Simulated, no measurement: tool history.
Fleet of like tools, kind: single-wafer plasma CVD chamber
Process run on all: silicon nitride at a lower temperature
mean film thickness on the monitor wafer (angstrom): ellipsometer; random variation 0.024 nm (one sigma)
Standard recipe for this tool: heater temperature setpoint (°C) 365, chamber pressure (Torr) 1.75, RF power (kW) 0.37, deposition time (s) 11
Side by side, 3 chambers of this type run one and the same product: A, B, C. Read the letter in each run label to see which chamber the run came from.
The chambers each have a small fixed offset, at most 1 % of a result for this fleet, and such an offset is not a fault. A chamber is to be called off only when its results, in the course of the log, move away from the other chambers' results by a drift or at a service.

| run | hour | heater temperature setpoint (°C) | chamber pressure (Torr) | RF power (kW) | deposition time (s) | read-back reference wafer on the same gauge, thickness_nm | mean film thickness on the monitor wafer (angstrom) |
|---|---|---|---|---|---|---|---|
| 1A | 6.1 | 365 | 1.75 | 0.37 | 11 | 16.901 | 150.92 |
| 2C | 12.9 | 365 | 1.75 | 0.37 | 11 | 16.891 | 150.67 |
| 3B | 23.9 | 365 | 1.75 | 0.37 | 11 | 16.893 | 152.3 |
| 4A | 32.3 | 365 | 1.75 | 0.37 | 11 | 16.881 | 151.26 |
| 5B | 37.9 | 365 | 1.75 | 0.37 | 11 | 16.892 | 152.16 |
| 6C | 43 | 365 | 1.75 | 0.37 | 11 | 16.875 | 150.25 |
| 7A | 50.3 | 365 | 1.75 | 0.37 | 11 | 16.877 | 151.05 |
| 8B | 58.8 | 365 | 1.75 | 0.37 | 11 | 16.881 | 152.37 |
| 9C | 65.1 | 365 | 1.75 | 0.37 | 11 | 16.87 | 150.06 |
| 10C | 71.2 | 365 | 1.75 | 0.37 | 11 | 16.869 | 150.4 |
| 11B | 78.2 | 365 | 1.75 | 0.37 | 11 | 16.872 | 151.65 |
| 12A | 83.1 | 365 | 1.75 | 0.37 | 11 | 16.863 | 151.08 |
| 13A | 92.3 | 365 | 1.75 | 0.37 | 11 | 16.862 | 150.87 |
| 14B | 97.8 | 365 | 1.75 | 0.37 | 11 | 16.851 | 151.6 |
|  | 104.8 | chamber B: capacitance manometer re-zeroed and calibrated |
| 15C | 106.4 | 365 | 1.75 | 0.37 | 11 | 16.851 | 149.84 |
| 16A | 114.6 | 365 | 1.75 | 0.37 | 11 | 16.845 | 150.89 |
| 17B | 123.8 | 365 | 1.75 | 0.37 | 11 | 16.845 | 151.25 |
| 18C | 130.3 | 365 | 2.09 | 0.37 | 11 | 16.844 | 157.09 |
| 19C | 136.3 | 365 | 2.09 | 0.37 | 11 | 16.841 | 157.28 |
| 20A | 144.4 | 365 | 2.09 | 0.37 | 11 | 16.83 | 158.28 |
| 21B | 150.7 | 365 | 1.75 | 0.37 | 11 | 16.827 | 151.04 |
| 22C | 158.4 | 365 | 1.75 | 0.37 | 11 | 16.828 | 150.4 |
| 23A | 169.4 | 365 | 1.75 | 0.37 | 11 | 16.826 | 150.69 |
| 24B | 178.8 | 365 | 1.75 | 0.37 | 11 | 16.821 | 150.99 |
|  | 182.3 | chamber C: thermocouple changed; heater temperature recalibrated |
| 25A | 187.8 | 365 | 1.75 | 0.37 | 11 | 16.813 | 150.64 |
| 26C | 198.4 | 365 | 1.75 | 0.37 | 11 | 16.816 | 149.69 |
| 27B | 206.9 | 365 | 1.75 | 0.37 | 11 | 16.806 | 151.11 |
| 28A | 215.1 | 365 | 1.75 | 0.37 | 11 | 16.805 | 150.26 |
| 29B | 225.1 | 365 | 1.75 | 0.37 | 11 | 16.8 | 151.49 |
| 30C | 230.5 | 365 | 1.75 | 0.37 | 11 | 16.794 | 149.69 |
| 31C | 237.4 | 365 | 1.75 | 0.37 | 11 | 16.792 | 149.73 |

Predict what each chamber gives when all 3 of them run the settings below next.
| 32A | 245.5 | 365 | 1.75 | 0.37 | 11 |  | ? |
| 32B | 245.5 | 365 | 1.75 | 0.37 | 11 |  | ? |
| 32C | 245.5 | 365 | 1.75 | 0.37 | 11 |  | ? |

| run | mean film thickness on the monitor wafer (angstrom) |
|---|---|
| 32A | 150.58 |
| 32B | 150.82 |
| 32C | 149.9 |
